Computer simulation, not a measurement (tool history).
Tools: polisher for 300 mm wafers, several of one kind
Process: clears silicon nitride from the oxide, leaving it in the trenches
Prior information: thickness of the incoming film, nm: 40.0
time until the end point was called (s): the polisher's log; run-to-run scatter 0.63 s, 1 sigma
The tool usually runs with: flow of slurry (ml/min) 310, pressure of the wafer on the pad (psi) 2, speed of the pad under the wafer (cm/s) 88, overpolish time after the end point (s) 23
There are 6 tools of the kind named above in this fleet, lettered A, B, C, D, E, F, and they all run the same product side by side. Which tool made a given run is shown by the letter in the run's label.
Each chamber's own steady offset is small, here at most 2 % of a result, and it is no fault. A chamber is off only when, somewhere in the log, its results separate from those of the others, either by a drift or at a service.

run	hour	flow of slurry (ml/min)	pressure of the wafer on the pad (psi)	speed of the pad under the wafer (cm/s)	overpolish time after the end point (s)	time until the end point was called (s)
# hour 7.1: chamber F: worn pad replaced by a new one
# hour 10.6: chamber C: worn pad replaced by a new one
1E	12.3	310	2	88	23	68.36
# hour 15.6: chamber D: head pressure recalibrated
# hour 15.9: chamber D: slurry nozzle cleaned
2C	18.3	310	2	88	23	67.887
3F	24.4	310	2	88	23	68.437
# hour 31.6: chamber A: worn pad replaced by a new one
4D	34.3	310	2	88	23	68.636
# hour 39.8: chamber B: slurry nozzle cleaned
5A	44.7	310	2	88	23	68.675
# hour 47.3: chamber F: head pressure recalibrated
# hour 50.9: chamber D: worn pad replaced by a new one
# hour 51: chamber B: worn pad replaced by a new one
6B	55.7	310	2	88	23	69.195
7B	63	310	2	88	23	69.574
8D	69.7	310	2	88	23	67.523
9C	78.5	310	2	88	23	67.876
# hour 81.4: chamber E: worn pad replaced by a new one
10E	91.2	310	2	88	23	68.441
# hour 93.1: chamber C: worn pad replaced by a new one
11A	104.1	310	2	88	23	68.685
12F	111.4	310	2	88	23	67.586
# hour 116: chamber A: worn pad replaced by a new one
13C	118.5	310	2	88	23	69.242
14D	125.4	310	2	88	23	68.212
# hour 125.5: chamber F: worn pad replaced by a new one
# hour 129.9: chamber A: head pressure recalibrated
# hour 138.4: chamber B: worn pad replaced by a new one
15E	138.6	310	2	88	23	70.01
# hour 143.4: chamber D: worn pad replaced by a new one
16B	147.6	310	2	104	13	58.142
17F	155.5	310	2	104	13	57.399
# hour 161.3: chamber E: slurry nozzle cleaned
18A	162.3	310	2	104	13	57.988
# hour 165: chamber C: worn pad replaced by a new one
19C	175.1	310	2	104	13	57.901
# hour 175.2: chamber F: slurry nozzle cleaned
20D	184	310	2	104	13	58.339
# hour 189.9: chamber E: worn pad replaced by a new one
21A	193.3	310	2	104	13	57.409
# hour 201.7: chamber A: worn pad replaced by a new one
22E	206.1	310	2	88	23	66.488
23F	216	310	2	88	23	67.96
# hour 224.9: chamber B: worn pad replaced by a new one
24B	225.7	255	1.5	88	23	93.951
# hour 232: chamber D: worn pad replaced by a new one
25C	232.8	255	1.5	88	23	91.052
# hour 238.9: chamber F: worn pad replaced by a new one
26E	239.6	255	1.5	88	23	89.321
# hour 248.4: chamber C: worn pad replaced by a new one
27D	248.4	255	1.5	88	23	93.148
28A	258.6	255	1.5	88	23	91.544
# hour 268.8: chamber B: slurry nozzle cleaned
29F	269.7	255	1.5	88	23	91.103
30B	281.7	310	2	88	23	69.143
# hour 290.6: chamber E: worn pad replaced by a new one
31A	290.9	310	2	88	23	68.435
# hour 297.7: chamber A: worn pad replaced by a new one
32E	298.6	310	2	88	23	64.382
# hour 305.6: chamber D: worn pad replaced by a new one
# hour 309.6: chamber B: worn pad replaced by a new one
33F	310.1	310	2	88	23	67.686
34D	320.3	310	2	88	23	68.917
# hour 328.2: chamber C: worn pad replaced by a new one
35C	333.8	310	2	88	23	68.089
36B	346.3	310	2	88	23	69.247
37A	358.9	310	2	88	23	68.249
# hour 368.5: chamber F: worn pad replaced by a new one
38D	370	310	2	88	23	67.948
# hour 372.3: chamber D: slurry nozzle cleaned
# hour 376.7: chamber B: head pressure recalibrated
39B	381.6	310	2	88	23	69.424
# hour 384: chamber D: worn pad replaced by a new one
40F	388.3	310	2	88	23	68.066
# hour 390.4: chamber D: head pressure recalibrated
# hour 394.2: chamber E: worn pad replaced by a new one
41E	398.3	310	2	88	23	61.966
# hour 402.8: chamber C: worn pad replaced by a new one
42C	408.2	310	2	88	23	68.761
43D	419.1	310	2	88	23	68.469

Has any chamber moved away from the others, gradually or after a service, or does the common gauge drift, or do the chambers differ only by their own small steady offsets? State the chamber and the most likely cause if one applies.

Chamber E drifts away from the others.
Most likely cause: head's pressure above its setpoint, % = 12.4.

Here are 4 candidates for chamber E's next run, each the usual settings with a change, their results left as question marks. Which one brings its results back in line with what the others give on the usual settings?
Allowed miss from the other chambers' usual-settings mean, per result, to count as in line: time until the end point was called (s) 2.2
44E-1	428.7	310	2.1	94	23	?
44E-2	428.7	315	2.2	96	23	?
44E-3	428.7	305	2	74	23	?
44E-4	428.7	305	1.8	88	23	?

Other chambers, usual settings, mean: time until the end point was called (s) 68.579
run	time until the end point was called (s)
44E-1	54.466
44E-2	50.861
44E-3	72.788
44E-4	67.845
44E-4 is the one that brings the chamber's results back in line with the other chambers.
